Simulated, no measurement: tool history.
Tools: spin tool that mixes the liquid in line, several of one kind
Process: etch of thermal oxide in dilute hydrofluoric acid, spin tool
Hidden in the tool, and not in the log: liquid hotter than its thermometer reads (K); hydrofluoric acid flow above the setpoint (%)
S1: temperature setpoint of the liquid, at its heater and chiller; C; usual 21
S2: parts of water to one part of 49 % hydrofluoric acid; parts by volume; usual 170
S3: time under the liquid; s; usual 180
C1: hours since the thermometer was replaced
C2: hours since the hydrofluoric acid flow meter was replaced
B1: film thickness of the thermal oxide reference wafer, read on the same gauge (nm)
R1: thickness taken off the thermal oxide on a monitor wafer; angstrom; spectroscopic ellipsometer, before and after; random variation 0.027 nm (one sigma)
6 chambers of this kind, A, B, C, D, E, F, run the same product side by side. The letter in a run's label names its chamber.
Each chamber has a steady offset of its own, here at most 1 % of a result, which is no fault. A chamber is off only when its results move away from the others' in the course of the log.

| run | hour | S1 | S2 | S3 | C1 | C2 | B1 | R1 |
|---|---|---|---|---|---|---|---|---|
| 1E | 2.4 | 21 | 170 | 180 | 612.8 | 243.3 | 40.005 | 40.597 |
| 2C | 5.8 | 21 | 170 | 180 | 599.4 | 496.2 | 39.989 | 40.799 |
| 3B | 9.2 | 21 | 170 | 180 | 1046.3 | 441.8 | 39.989 | 40.048 |
| 4A | 11.9 | 21 | 170 | 180 | 877.5 | 355.1 | 40.029 | 41.098 |
| 5D | 16.1 | 21 | 170 | 180 | 1139.8 | 279.7 | 39.968 | 40.154 |
| 6F | 19.6 | 21 | 170 | 180 | 1167.8 | 996.8 | 40.026 | 40.312 |
| 7A | 23.1 | 21 | 170 | 180 | 888.7 | 366.3 | 40.027 | 41.075 |
| 8D | 27.2 | 21 | 170 | 180 | 1150.9 | 290.8 | 40.038 | 40.988 |
| 9B | 29.6 | 21 | 170 | 180 | 1066.7 | 462.2 | 39.985 | 40.228 |
| 10C | 32.3 | 21 | 170 | 180 | 625.9 | 522.7 | 39.997 | 40.704 |
| 11E | 35 | 21 | 225 | 75 | 645.4 | 275.9 | 39.975 | 12.207 |
| 12F | 39.4 | 21 | 225 | 75 | 1187.6 | 1016.6 | 40.043 | 12.016 |
| 13C | 43.7 | 21 | 225 | 75 | 637.3 | 534.1 | 39.951 | 12.151 |
| 14E | 48.3 | 21 | 225 | 75 | 658.7 | 289.2 | 39.987 | 12.153 |
| 15D | 51.7 | 21 | 225 | 75 | 1175.4 | 315.3 | 40.001 | 12.267 |
| 16F | 54.2 | 21 | 225 | 75 | 1202.4 | 1031.4 | 39.962 | 12.089 |
| 17A | 58.1 | 19 | 170 | 275 | 923.7 | 401.3 | 40.026 | 57.1 |
| 18B | 62 | 19 | 170 | 275 | 1099.1 | 494.6 | 40 | 57.259 |
| 19B | 65.1 | 19 | 170 | 275 | 1102.2 | 497.7 | 40.004 | 57.489 |
| 20F | 67.9 | 19 | 170 | 275 | 1216.1 | 1045.1 | 39.984 | 56.691 |
| 21D | 71.2 | 19 | 170 | 275 | 1194.9 | 334.8 | 39.998 | 57.432 |
| 22A | 73.8 | 19 | 170 | 275 | 939.4 | 417 | 40.002 | 57.179 |
| 23E | 78.2 | 21 | 170 | 180 | 688.6 | 319.1 | 40.008 | 40.805 |
| 24C | 80.5 | 21 | 170 | 180 | 674.1 | 570.9 | 40.013 | 40.7 |
| 25E | 83.4 | 21 | 170 | 180 | 693.8 | 324.3 | 40.031 | 40.506 |
| 26B | 86.9 | 21 | 125 | 220 | 1124 | 519.5 | 40.034 | 70 |
| 27A | 89.8 | 21 | 125 | 220 | 955.4 | 433 | 39.991 | 70.754 |
| 28C | 94.4 | 21 | 125 | 220 | 688 | 584.8 | 39.986 | 71.63 |
|  | 96.4 | chamber F: hydrofluoric acid flow meter replaced |
| 29F | 98 | 21 | 125 | 220 | 1246.2 | 1.7 | 40.036 | 70.522 |
| 30D | 100.5 | 21 | 125 | 220 | 1224.2 | 364.1 | 40.035 | 73.713 |
| 31F | 104.9 | 21 | 125 | 220 | 1253.1 | 8.6 | 40.008 | 69.621 |
| 32C | 109.2 | 21 | 170 | 180 | 702.8 | 599.6 | 39.994 | 40.736 |
| 33B | 112.7 | 21 | 170 | 180 | 1149.8 | 545.3 | 39.976 | 40.494 |
| 34E | 115.5 | 21 | 170 | 180 | 725.9 | 356.4 | 40.03 | 40.679 |
| 35D | 118.5 | 21 | 170 | 180 | 1242.2 | 382.1 | 40.003 | 42.754 |
| 36A | 122.6 | 21 | 170 | 180 | 988.2 | 465.8 | 40.019 | 40.747 |
| 37D | 125 | 21 | 170 | 180 | 1248.7 | 388.6 | 39.996 | 42.738 |
| 38E | 129 | 21 | 170 | 180 | 739.4 | 369.9 | 40.013 | 40.651 |

Next, every chamber runs the same settings. What will each give?
| 39A | 132.3 | 21 | 170 | 180 |  |  |  | ? |
| 39B | 132.3 | 21 | 170 | 180 |  |  |  | ? |
| 39C | 132.3 | 21 | 170 | 180 |  |  |  | ? |
| 39D | 132.3 | 21 | 170 | 180 |  |  |  | ? |
| 39E | 132.3 | 21 | 170 | 180 |  |  |  | ? |
| 39F | 132.3 | 21 | 170 | 180 |  |  |  | ? |

| run | R1 |
|---|---|
| 39A | 40.897 |
| 39B | 40.076 |
| 39C | 40.933 |
| 39D | 43.074 |
| 39E | 40.767 |
| 39F | 40.45 |
